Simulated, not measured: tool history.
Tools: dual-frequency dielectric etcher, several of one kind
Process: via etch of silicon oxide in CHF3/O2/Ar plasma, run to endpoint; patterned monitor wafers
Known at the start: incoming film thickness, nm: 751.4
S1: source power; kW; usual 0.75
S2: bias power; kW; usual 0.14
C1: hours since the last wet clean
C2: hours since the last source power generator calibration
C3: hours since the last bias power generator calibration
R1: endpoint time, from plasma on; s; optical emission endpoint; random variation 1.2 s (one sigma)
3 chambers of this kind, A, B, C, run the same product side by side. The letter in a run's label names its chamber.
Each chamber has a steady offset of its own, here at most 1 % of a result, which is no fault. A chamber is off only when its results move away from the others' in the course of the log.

{"run": "1B", "hour": 2.9, "S1": 0.75, "S2": 0.14, "C1": 329.7, "C2": 1215.3, "C3": 1908.8, "R1": 373.18}
{"run": "2C", "hour": 6.5, "S1": 0.75, "S2": 0.14, "C1": 365.9, "C2": 19.5, "C3": 6.8, "R1": 373.45}
{"run": "3A", "hour": 9.2, "S1": 0.75, "S2": 0.14, "C1": 141.7, "C2": 1894.8, "C3": 2388.7, "R1": 376.85}
{"run": "4C", "hour": 13.4, "S1": 0.75, "S2": 0.14, "C1": 372.8, "C2": 26.4, "C3": 13.7, "R1": 372.38}
{"run": "5A", "hour": 17.2, "S1": 0.75, "S2": 0.14, "C1": 149.7, "C2": 1902.8, "C3": 2396.7, "R1": 378.94}
{"run": "6B", "hour": 21.9, "S1": 0.75, "S2": 0.14, "C1": 348.7, "C2": 1234.3, "C3": 1927.8, "R1": 374.28}
{"run": "7C", "hour": 25.4, "S1": 0.75, "S2": 0.166, "C1": 384.8, "C2": 38.4, "C3": 25.7, "R1": 355.28}
{"hour": 27.1, "done": "chamber A: source power generator calibrated"}
{"hour": 28.0, "done": "chamber C: wet clean of the chamber"}
{"run": "8A", "hour": 30.7, "S1": 0.75, "S2": 0.166, "C1": 163.2, "C2": 3.7, "C3": 2410.2, "R1": 355.6}
{"run": "9B", "hour": 35.7, "S1": 0.75, "S2": 0.166, "C1": 362.5, "C2": 1248.1, "C3": 1941.6, "R1": 354.73}
{"run": "10A", "hour": 40.5, "S1": 0.75, "S2": 0.14, "C1": 173, "C2": 13.5, "C3": 2420, "R1": 376.79}
{"run": "11C", "hour": 45.9, "S1": 0.75, "S2": 0.14, "C1": 17.9, "C2": 58.9, "C3": 46.2, "R1": 375.55}
{"run": "12B", "hour": 49.1, "S1": 0.75, "S2": 0.14, "C1": 375.9, "C2": 1261.5, "C3": 1955, "R1": 373.62}
{"run": "13A", "hour": 52.0, "S1": 0.75, "S2": 0.14, "C1": 184.5, "C2": 25, "C3": 2431.5, "R1": 375.72}
{"run": "14C", "hour": 57.6, "S1": 0.75, "S2": 0.14, "C1": 29.6, "C2": 70.6, "C3": 57.9, "R1": 373.18}
{"run": "15B", "hour": 60.7, "S1": 0.75, "S2": 0.14, "C1": 387.5, "C2": 1273.1, "C3": 1966.6, "R1": 373.7}
{"run": "16C", "hour": 64.1, "S1": 0.75, "S2": 0.14, "C1": 36.1, "C2": 77.1, "C3": 64.4, "R1": 376.1}
{"run": "17B", "hour": 66.6, "S1": 0.75, "S2": 0.14, "C1": 393.4, "C2": 1279, "C3": 1972.5, "R1": 375.19}
{"run": "18A", "hour": 70.8, "S1": 0.75, "S2": 0.14, "C1": 203.3, "C2": 43.8, "C3": 2450.3, "R1": 375.02}
{"run": "19B", "hour": 76.0, "S1": 0.75, "S2": 0.14, "C1": 402.8, "C2": 1288.4, "C3": 1981.9, "R1": 375.07}
{"run": "20A", "hour": 81.7, "S1": 0.75, "S2": 0.14, "C1": 214.2, "C2": 54.7, "C3": 2461.2, "R1": 375.41}
{"run": "21C", "hour": 85.6, "S1": 0.75, "S2": 0.14, "C1": 57.6, "C2": 98.6, "C3": 85.9, "R1": 375.65}
{"run": "22B", "hour": 89.9, "S1": 0.75, "S2": 0.14, "C1": 416.7, "C2": 1302.3, "C3": 1995.8, "R1": 374.08}

All 3 chambers run these settings next. Forecast each chamber's results:
{"run": "23A", "hour": 94.1, "S1": 0.83, "S2": 0.14, "R1": "?"}
{"run": "23B", "hour": 94.1, "S1": 0.83, "S2": 0.14, "R1": "?"}
{"run": "23C", "hour": 94.1, "S1": 0.83, "S2": 0.14, "R1": "?"}

run=23A R1=362.71
run=23B R1=358.83
run=23C R1=361.49

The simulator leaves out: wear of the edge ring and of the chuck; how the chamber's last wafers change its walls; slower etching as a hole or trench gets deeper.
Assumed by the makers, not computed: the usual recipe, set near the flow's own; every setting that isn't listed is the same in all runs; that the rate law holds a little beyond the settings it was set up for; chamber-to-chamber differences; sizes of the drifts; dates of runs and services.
